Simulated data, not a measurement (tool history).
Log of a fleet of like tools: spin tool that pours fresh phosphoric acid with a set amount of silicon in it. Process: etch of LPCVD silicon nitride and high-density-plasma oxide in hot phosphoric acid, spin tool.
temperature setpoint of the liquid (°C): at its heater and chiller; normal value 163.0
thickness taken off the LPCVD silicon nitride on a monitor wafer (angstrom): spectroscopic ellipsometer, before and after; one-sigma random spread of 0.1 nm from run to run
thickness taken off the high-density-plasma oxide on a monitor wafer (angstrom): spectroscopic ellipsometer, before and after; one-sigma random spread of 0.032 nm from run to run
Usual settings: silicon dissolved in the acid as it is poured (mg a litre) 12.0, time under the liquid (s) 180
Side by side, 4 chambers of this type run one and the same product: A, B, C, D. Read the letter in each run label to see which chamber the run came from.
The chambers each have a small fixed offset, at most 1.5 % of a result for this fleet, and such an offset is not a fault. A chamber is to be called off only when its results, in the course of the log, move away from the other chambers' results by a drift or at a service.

run	hour	temperature setpoint of the liquid (°C)	silicon dissolved in the acid as it is poured (mg a litre)	time under the liquid (s)	hours since the thermometer was replaced	hours since the dissolved silicon flow meter was replaced	hours since the heated supply line was repaired	read-back film thickness of the LPCVD silicon nitride reference wafer, read on the same gauge (nm)	read-back film thickness of the high-density-plasma oxide reference wafer, read on the same gauge (nm)	thickness taken off the LPCVD silicon nitride on a monitor wafer (angstrom)	thickness taken off the high-density-plasma oxide on a monitor wafer (angstrom)
1A	5.9	163.0	12.0	180	480.5	73.9	565.5	39.989	49.986	183.96	5.2589
2D	12.6	163.0	12.0	180	43.3	1891.6	404.4	39.998	49.989	182.01	5.7521
3B	18.6	163.0	12.0	180	1012.9	692.1	390.3	39.978	50.018	180.80	5.2172
4C	28.0	163.0	12.0	180	391.0	742.7	539.0	39.979	49.982	185.89	5.0648
5D	35.0	163.0	12.0	180	65.7	1914.0	426.8	40.007	49.967	182.34	5.8706
6A	43.6	163.0	20.5	225	518.2	111.6	603.2	40.031	50.007	228.47	5.6513
7C	49.8	163.0	20.5	225	412.8	764.5	560.8	39.995	49.976	230.81	5.3098
8B	55.9	163.0	20.5	225	1050.2	729.4	427.6	40.026	50.027	227.36	6.0787
9C	60.8	163.0	20.5	225	423.8	775.5	571.8	39.971	50.016	231.61	5.5963
10D	68.6	163.0	12.0	180	99.3	1947.6	460.4	40.052	49.952	181.25	5.6623
11B	75.1	163.0	12.0	140	1069.4	748.6	446.8	39.971	49.994	141.81	4.2925
12A	85.8	163.0	12.0	140	560.4	153.8	645.4	40.000	49.993	143.20	4.2398
13D	93.0	163.0	12.0	140	123.7	1972.0	484.8	39.948	49.986	142.30	4.3468
14B	100.6	163.0	12.0	140	1094.9	774.1	472.3	39.994	50.019	140.71	4.0927
15A	111.4	163.0	12.0	180	586.0	179.4	671.0	40.019	50.015	185.08	5.4539
16C	118.3	163.0	12.0	180	481.3	833.0	629.3	40.012	49.984	185.89	5.7421
17A	128.5	163.0	12.0	255	603.1	196.5	688.1	39.994	49.988	260.08	8.5361
18B	138.2	163.0	12.0	255	1132.5	811.7	509.9	40.017	49.986	259.45	8.7203
19C	143.7	163.0	12.0	255	506.7	858.4	654.7	39.988	50.016	263.79	7.9023
20D	149.3	163.0	12.0	255	180.0	2028.3	541.1	39.954	49.962	260.31	8.7382
21D	158.1	163.0	12.0	180	188.8	2037.1	549.9	39.963	49.972	183.08	5.7840
# hour 163.8: chamber B: dissolved silicon flow meter replaced
22A	165.7	163.0	8.5	225	640.3	233.7	725.3	39.973	49.982	227.53	7.4413
23C	175.3	163.0	8.5	225	538.3	890.0	686.3	39.970	50.009	228.62	7.7053
24B	180.9	163.0	8.5	225	1175.2	17.2	552.6	39.964	49.992	229.77	7.4649
25C	187.2	163.0	8.5	225	550.2	901.9	698.2	40.006	50.007	230.93	7.0201
26D	193.1	163.0	12.0	180	223.8	2072.1	584.9	39.989	50.006	183.92	5.4385
27B	200.4	164.5	12.0	215	1194.7	36.7	572.1	39.982	50.001	229.94	7.9475
28A	209.6	164.5	12.0	215	684.2	277.6	769.2	39.990	50.003	232.54	7.3801
29A	215.9	164.5	12.0	215	690.5	283.9	775.5	39.993	50.044	232.52	7.8784
# hour 220.7: chamber C: heated supply line repaired
30D	226.3	164.5	12.0	215	257.0	2105.3	618.1	39.954	49.953	229.05	7.4865
31C	231.3	163.0	12.0	180	594.3	946.0	10.6	39.981	50.011	185.98	5.6358
32B	241.4	165.0	12.0	180	1235.7	77.7	613.1	39.991	49.941	195.58	6.8994
33C	248.5	165.0	12.0	180	611.5	963.2	27.8	40.045	50.000	198.16	6.1487
34D	256.7	165.0	12.0	180	287.4	2135.7	648.5	40.027	49.983	196.48	6.2422
35A	266.9	165.0	12.0	180	741.5	334.9	826.5	40.023	49.969	198.32	6.2243
36B	277.6	163.0	12.0	180	1271.9	113.9	649.3	39.996	49.990	182.41	6.2378
37D	288.3	163.0	12.0	180	319.0	2167.3	680.1	40.005	49.996	181.91	5.7413
38C	299.2	163.0	12.0	180	662.2	1013.9	78.5	39.979	49.974	185.41	5.5732
39B	304.1	163.0	12.0	180	1298.4	140.4	675.8	39.992	50.030	183.16	5.3781
40A	312.3	163.0	12.0	180	786.9	380.3	871.9	39.984	50.024	183.74	5.5142

Does one chamber stand apart from the rest, does the shared gauge drift, or is all well apart from small per-chamber offsets? Give the chamber and the most likely cause, where there is one.

All chambers stay in line apart from their small fixed offsets, and the gauge does not drift.
